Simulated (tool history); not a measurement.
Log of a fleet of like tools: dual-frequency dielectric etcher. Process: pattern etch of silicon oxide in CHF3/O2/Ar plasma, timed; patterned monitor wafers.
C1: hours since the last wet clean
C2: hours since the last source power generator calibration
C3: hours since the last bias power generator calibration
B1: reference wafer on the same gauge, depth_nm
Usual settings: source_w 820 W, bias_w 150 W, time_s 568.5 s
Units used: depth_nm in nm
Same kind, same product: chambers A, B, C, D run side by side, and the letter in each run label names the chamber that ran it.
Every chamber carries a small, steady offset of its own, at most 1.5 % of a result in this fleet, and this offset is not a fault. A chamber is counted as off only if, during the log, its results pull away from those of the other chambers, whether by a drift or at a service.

{"run": "1B", "hour": 2.2, "source_w": 820, "bias_w": 150, "time_s": 568.5, "C1": 9.6, "C2": 2226.6, "C3": 536.9, "B1": 1160.1, "depth_nm": 1185.7}
{"run": "2C", "hour": 6.4, "source_w": 820, "bias_w": 150, "time_s": 568.5, "C1": 176.8, "C2": 7.8, "C3": 529.2, "B1": 1158.8, "depth_nm": 1203.3}
{"run": "3D", "hour": 9.7, "source_w": 820, "bias_w": 150, "time_s": 568.5, "C1": 372.2, "C2": 1542.6, "C3": 2310.9, "B1": 1160.0, "depth_nm": 1190.7}
{"run": "4A", "hour": 12.4, "source_w": 820, "bias_w": 150, "time_s": 568.5, "C1": 186.4, "C2": 2477.5, "C3": 2132.4, "B1": 1160.1, "depth_nm": 1191.4}
{"run": "5A", "hour": 15.6, "source_w": 820, "bias_w": 150, "time_s": 568.5, "C1": 189.6, "C2": 2480.7, "C3": 2135.6, "B1": 1160.9, "depth_nm": 1182.0}
{"run": "6D", "hour": 17.9, "source_w": 820, "bias_w": 150, "time_s": 568.5, "C1": 380.4, "C2": 1550.8, "C3": 2319.1, "B1": 1161.6, "depth_nm": 1193.1}
{"run": "7B", "hour": 20.2, "source_w": 820, "bias_w": 135, "time_s": 507.5, "C1": 27.6, "C2": 2244.6, "C3": 554.9, "B1": 1160.9, "depth_nm": 1022.4}
{"run": "8C", "hour": 22.9, "source_w": 820, "bias_w": 135, "time_s": 507.5, "C1": 193.3, "C2": 24.3, "C3": 545.7, "B1": 1159.4, "depth_nm": 1034.0}
{"run": "9C", "hour": 25.5, "source_w": 820, "bias_w": 135, "time_s": 507.5, "C1": 195.9, "C2": 26.9, "C3": 548.3, "B1": 1160.5, "depth_nm": 1039.3}
{"run": "10D", "hour": 29.2, "source_w": 820, "bias_w": 135, "time_s": 507.5, "C1": 391.7, "C2": 1562.1, "C3": 2330.4, "B1": 1161.5, "depth_nm": 1023.6}
{"run": "11B", "hour": 33.2, "source_w": 820, "bias_w": 150, "time_s": 568.5, "C1": 40.6, "C2": 2257.6, "C3": 567.9, "B1": 1159.1, "depth_nm": 1178.8}
{"run": "12A", "hour": 37.0, "source_w": 820, "bias_w": 150, "time_s": 568.5, "C1": 211.0, "C2": 2502.1, "C3": 2157.0, "B1": 1160.5, "depth_nm": 1184.9}
{"run": "13B", "hour": 39.6, "source_w": 820, "bias_w": 150, "time_s": 568.5, "C1": 47.0, "C2": 2264.0, "C3": 574.3, "B1": 1158.7, "depth_nm": 1189.6}
{"run": "14D", "hour": 43.7, "source_w": 930, "bias_w": 150, "time_s": 568.5, "C1": 406.2, "C2": 1576.6, "C3": 2344.9, "B1": 1159.4, "depth_nm": 1258.8}
{"run": "15A", "hour": 47.7, "source_w": 930, "bias_w": 150, "time_s": 568.5, "C1": 221.7, "C2": 2512.8, "C3": 2167.7, "B1": 1159.3, "depth_nm": 1235.9}
{"hour": 49.9, "done": "chamber D: wet clean of the chamber"}
{"run": "16C", "hour": 51.3, "source_w": 930, "bias_w": 150, "time_s": 568.5, "C1": 221.7, "C2": 52.7, "C3": 574.1, "B1": 1160.7, "depth_nm": 1258.6}
{"run": "17A", "hour": 54.3, "source_w": 930, "bias_w": 150, "time_s": 568.5, "C1": 228.3, "C2": 2519.4, "C3": 2174.3, "B1": 1159.6, "depth_nm": 1241.5}
{"run": "18C", "hour": 56.8, "source_w": 820, "bias_w": 150, "time_s": 568.5, "C1": 227.2, "C2": 58.2, "C3": 579.6, "B1": 1159.9, "depth_nm": 1184.9}
{"run": "19B", "hour": 60.3, "source_w": 820, "bias_w": 150, "time_s": 568.5, "C1": 67.7, "C2": 2284.7, "C3": 595.0, "B1": 1159.2, "depth_nm": 1182.2}
{"run": "20D", "hour": 62.7, "source_w": 820, "bias_w": 150, "time_s": 568.5, "C1": 12.9, "C2": 1595.6, "C3": 2363.9, "B1": 1159.7, "depth_nm": 1257.0}
{"run": "21B", "hour": 66.0, "source_w": 820, "bias_w": 150, "time_s": 568.5, "C1": 73.4, "C2": 2290.4, "C3": 600.7, "B1": 1160.8, "depth_nm": 1174.8}
{"run": "22C", "hour": 68.1, "source_w": 820, "bias_w": 150, "time_s": 568.5, "C1": 238.5, "C2": 69.5, "C3": 590.9, "B1": 1159.0, "depth_nm": 1198.2}
{"run": "23A", "hour": 71.4, "source_w": 820, "bias_w": 150, "time_s": 568.5, "C1": 245.4, "C2": 2536.5, "C3": 2191.4, "B1": 1162.1, "depth_nm": 1183.1}
{"run": "24D", "hour": 74.0, "source_w": 820, "bias_w": 150, "time_s": 568.5, "C1": 24.2, "C2": 1606.9, "C3": 2375.2, "B1": 1159.6, "depth_nm": 1250.6}
{"run": "25C", "hour": 76.3, "source_w": 820, "bias_w": 150, "time_s": 568.5, "C1": 246.7, "C2": 77.7, "C3": 599.1, "B1": 1158.0, "depth_nm": 1195.3}
{"run": "26B", "hour": 80.0, "source_w": 820, "bias_w": 150, "time_s": 568.5, "C1": 87.4, "C2": 2304.4, "C3": 614.7, "B1": 1162.4, "depth_nm": 1180.7}
{"run": "27A", "hour": 83.4, "source_w": 820, "bias_w": 150, "time_s": 568.5, "C1": 257.4, "C2": 2548.5, "C3": 2203.4, "B1": 1159.9, "depth_nm": 1187.9}
{"run": "28D", "hour": 85.4, "source_w": 820, "bias_w": 150, "time_s": 568.5, "C1": 35.6, "C2": 1618.3, "C3": 2386.6, "B1": 1160.0, "depth_nm": 1255.9}
{"run": "29D", "hour": 88.8, "source_w": 750, "bias_w": 175, "time_s": 568.5, "C1": 39.0, "C2": 1621.7, "C3": 2390.0, "B1": 1160.5, "depth_nm": 1263.2}
{"run": "30A", "hour": 92.3, "source_w": 750, "bias_w": 175, "time_s": 568.5, "C1": 266.3, "C2": 2557.4, "C3": 2212.3, "B1": 1159.5, "depth_nm": 1193.2}
{"run": "31C", "hour": 96.5, "source_w": 750, "bias_w": 175, "time_s": 568.5, "C1": 266.9, "C2": 97.9, "C3": 619.3, "B1": 1159.4, "depth_nm": 1209.3}
{"run": "32B", "hour": 100.1, "source_w": 750, "bias_w": 175, "time_s": 568.5, "C1": 107.5, "C2": 2324.5, "C3": 634.8, "B1": 1159.4, "depth_nm": 1197.6}
{"run": "33D", "hour": 102.6, "source_w": 820, "bias_w": 150, "time_s": 568.5, "C1": 52.8, "C2": 1635.5, "C3": 2403.8, "B1": 1160.5, "depth_nm": 1247.1}
{"run": "34C", "hour": 104.6, "source_w": 820, "bias_w": 150, "time_s": 568.5, "C1": 275.0, "C2": 106.0, "C3": 627.4, "B1": 1160.2, "depth_nm": 1187.4}

For the next run the whole fleet of 4 chambers uses the same settings. Give each chamber's results:
{"run": "35A", "hour": 107.7, "source_w": 820, "bias_w": 150, "time_s": 568.5, "depth_nm": "?"}
{"run": "35B", "hour": 107.7, "source_w": 820, "bias_w": 150, "time_s": 568.5, "depth_nm": "?"}
{"run": "35C", "hour": 107.7, "source_w": 820, "bias_w": 150, "time_s": 568.5, "depth_nm": "?"}
{"run": "35D", "hour": 107.7, "source_w": 820, "bias_w": 150, "time_s": 568.5, "depth_nm": "?"}

run=35A depth_nm=1181.4
run=35B depth_nm=1180.7
run=35C depth_nm=1206.2
run=35D depth_nm=1248.8
